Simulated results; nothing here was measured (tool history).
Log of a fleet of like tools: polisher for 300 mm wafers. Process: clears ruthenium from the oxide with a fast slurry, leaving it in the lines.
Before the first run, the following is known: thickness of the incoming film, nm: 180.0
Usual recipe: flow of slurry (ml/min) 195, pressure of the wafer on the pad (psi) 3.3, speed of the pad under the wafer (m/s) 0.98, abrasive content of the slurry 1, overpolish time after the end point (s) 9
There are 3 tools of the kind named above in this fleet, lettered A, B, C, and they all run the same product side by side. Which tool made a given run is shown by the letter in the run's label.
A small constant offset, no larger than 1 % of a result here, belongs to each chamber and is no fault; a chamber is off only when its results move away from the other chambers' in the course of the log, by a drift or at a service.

run     day  flow of slurry (ml/min)  pressure of the wafer on the pad (psi)  speed of the pad under the wafer (m/s)  abrasive content of the slurry  overpolish time after the end point (s)  time until the end point was called (s)  dishing of a wide line in a test structure (angstrom)
      0.317  -- chamber A: worn pad replaced by a new one
 1A   0.425                      195                                     3.3                                    0.98                               1                                        9                                    36.06                                                 367.68
      0.567  -- chamber B: slurry nozzle cleaned
 2B   0.762                      195                                     3.3                                    0.98                               1                                        9                                   36.715                                                 364.97
 3C   1.267                      195                                     3.3                                    0.98                               1                                        9                                   36.835                                                 364.85
      1.475  -- chamber C: worn pad replaced by a new one
 4A   1.604                      195                                     3.3                                    0.98                               1                                        9                                   35.121                                                 369.36
      2.075  -- chamber B: worn pad replaced by a new one
 5B   2.088                      195                                     3.3                                    0.98                               1                                        5                                   33.915                                                 216.18
 6C   2.329                      195                                     3.3                                    0.98                               1                                        5                                   34.932                                                 211.53
 7C   2.842                      195                                     3.3                                    0.98                               1                                        5                                   34.841                                                 218.98
      2.846  -- chamber C: head pressure recalibrated
      2.938  -- chamber A: slurry blender recalibrated
 8B   3.304                      195                                     3.3                                    0.98                               1                                        9                                   35.427                                                    372
      3.317  -- chamber A: worn pad replaced by a new one
 9A   3.742                      195                                     3.3                                    0.98                               1                                        9                                   36.052                                                 374.96
10A     4.2                      195                                     3.3                                    0.98                               1                                        9                                   34.939                                                 372.22
      4.521  -- chamber C: worn pad replaced by a new one
11B   4.642                      195                                     3.3                                    0.98                               1                                        9                                   35.636                                                 366.27
      4.721  -- chamber B: worn pad replaced by a new one
       4.85  -- chamber B: slurry blender recalibrated
12C   4.904                      195                                     2.3                                    0.98                               1                                        9                                   50.994                                                 261.28
13A   5.433                      195                                     2.3                                    0.98                               1                                        9                                   51.496                                                 263.54
14B   5.812                      195                                     2.3                                    0.98                               1                                        9                                   52.345                                                  261.4
      5.842  -- chamber A: head pressure recalibrated
15C   6.283                      195                                     3.7                                    0.86                               1                                        9                                   35.057                                                 361.75
      6.517  -- chamber C: slurry blender recalibrated
16A   6.625                      195                                     3.7                                    0.86                               1                                        9                                   35.763                                                 358.76
      6.658  -- chamber A: worn pad replaced by a new one
      6.971  -- chamber A: slurry nozzle cleaned
      7.067  -- chamber B: worn pad replaced by a new one
17B   7.075                      195                                     3.7                                    0.86                               1                                        9                                   36.785                                                 367.57
      7.112  -- chamber C: worn pad replaced by a new one
18C   7.308                      260                                     3.3                                    0.98                               1                                        7                                    34.47                                                  298.9
19C   7.583                      260                                     3.3                                    0.98                               1                                        7                                   33.699                                                 301.59
20A   7.879                      260                                     3.3                                    0.98                               1                                        7                                   33.554                                                 306.71
21B   8.112                      195                                     3.3                                    0.98                               1                                        9                                   36.141                                                 367.36
22A   8.571                      195                                     3.3                                    0.98                               1                                        9                                   34.542                                                 367.28
23C   9.054                      195                                     3.3                                    0.98                               1                                        9                                    34.91                                                 367.39
      9.279  -- chamber A: worn pad replaced by a new one
24B   9.442                      195                                     3.3                                    0.98                               1                                        9                                   35.864                                                 369.08
      9.575  -- chamber B: worn pad replaced by a new one
25A   9.867                      195                                     3.3                                    0.98                               1                                        9                                    35.11                                                 364.07
      9.879  -- chamber C: worn pad replaced by a new one
26B  10.367                      195                                     3.3                                     0.7                               1                                        9                                   48.699                                                 275.42
27C    10.9                      195                                     3.3                                     0.7                               1                                        9                                   48.935                                                 270.11
28B  11.267                      195                                     3.3                                     0.7                               1                                        9                                   50.647                                                  267.9
29A  11.583                      195                                     3.3                                    0.98                               1                                        9                                   36.284                                                 362.32
30C  12.062                      195                                     3.3                                    0.98                               1                                        9                                   35.299                                                 366.43

Is one chamber out of step, is the gauge drifting, or do the chambers differ by no more than their own small offsets? For an off chamber, give its letter and the likeliest cause.

No chamber stands off beyond its own small offset, and the gauge holds steady.

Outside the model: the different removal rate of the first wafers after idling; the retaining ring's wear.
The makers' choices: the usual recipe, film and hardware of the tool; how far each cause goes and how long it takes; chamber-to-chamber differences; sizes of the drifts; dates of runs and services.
